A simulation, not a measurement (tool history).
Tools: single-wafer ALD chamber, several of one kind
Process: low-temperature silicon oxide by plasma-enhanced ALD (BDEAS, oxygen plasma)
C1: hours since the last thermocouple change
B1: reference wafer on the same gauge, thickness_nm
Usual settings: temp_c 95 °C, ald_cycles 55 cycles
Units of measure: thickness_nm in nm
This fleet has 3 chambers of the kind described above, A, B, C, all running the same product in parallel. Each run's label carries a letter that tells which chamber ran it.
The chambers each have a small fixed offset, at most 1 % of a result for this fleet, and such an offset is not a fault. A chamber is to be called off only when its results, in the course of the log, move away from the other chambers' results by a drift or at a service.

Run 1A, hour 3: usual settings; C1 235.3; B1 7.0249. Result: thickness_nm 8.0307 nm.
Run 2C, hour 8.2: usual settings; C1 1162.3; B1 7.024. Result: thickness_nm 7.9274 nm.
Run 3B, hour 11.6: usual settings; C1 1410.4; B1 7.0276. Result: thickness_nm 8.0102 nm.
Run 4B, hour 15.1: usual settings; C1 1413.9; B1 7.0207. Result: thickness_nm 8.1105 nm.
Run 5C, hour 19.5: usual settings; C1 1173.6; B1 7.0162. Result: thickness_nm 8.0375 nm.
Run 6A, hour 23.2: usual settings but temp_c 90 °C; C1 255.5; B1 7.0142. Result: thickness_nm 8.1353 nm.
Run 7B, hour 27.4: usual settings but temp_c 90 °C; C1 1426.2; B1 7.0254. Result: thickness_nm 8.2097 nm.
Run 8A, hour 30.8: usual settings but temp_c 90 °C; C1 263.1; B1 7.0189. Result: thickness_nm 8.0914 nm.
Run 9C, hour 35.1: usual settings; C1 1189.2; B1 7.0281. Result: thickness_nm 7.984 nm.
Run 10C, hour 40.2: usual settings; C1 1194.3; B1 7.0175. Result: thickness_nm 7.934 nm.
Run 11A, hour 45.1: usual settings; C1 277.4; B1 7.0323. Result: thickness_nm 8.0282 nm.
Run 12B, hour 48.5: usual settings; C1 1447.3; B1 7.0114. Result: thickness_nm 8.1 nm.
Run 13C, hour 51.9: usual settings but temp_c 105 °C, ald_cycles 59 cycles; C1 1206; B1 7.0116. Result: thickness_nm 8.2505 nm.
Run 14A, hour 54.9: usual settings but temp_c 105 °C, ald_cycles 59 cycles; C1 287.2; B1 7.0196. Result: thickness_nm 8.3643 nm.
Run 15B, hour 59.6: usual settings but temp_c 105 °C, ald_cycles 59 cycles; C1 1458.4; B1 7.018. Result: thickness_nm 8.5331 nm.
Run 16B, hour 64.2: usual settings; C1 1463; B1 7.0267. Result: thickness_nm 8.0425 nm.
Run 17A, hour 68.8: usual settings; C1 301.1; B1 7.0216. Result: thickness_nm 8.0439 nm.
Run 18C, hour 72: usual settings; C1 1226.1; B1 7.022. Result: thickness_nm 7.9227 nm.
Run 19B, hour 75.5: usual settings but temp_c 107 °C, ald_cycles 48 cycles; C1 1474.3; B1 7.0174. Result: thickness_nm 6.9114 nm.
Run 20C, hour 80.8: usual settings but temp_c 107 °C, ald_cycles 48 cycles; C1 1234.9; B1 7.0286. Result: thickness_nm 6.7904 nm.

Each of the 3 chambers runs these same settings next. Fill in every chamber's results:
Run 21A, hour 84.9: usual settings. Result: thickness_nm ?.
Run 21B, hour 84.9: usual settings. Result: thickness_nm ?.
Run 21C, hour 84.9: usual settings. Result: thickness_nm ?.

run  thickness_nm
21A        8.0467
21B        7.9984
21C        7.9908
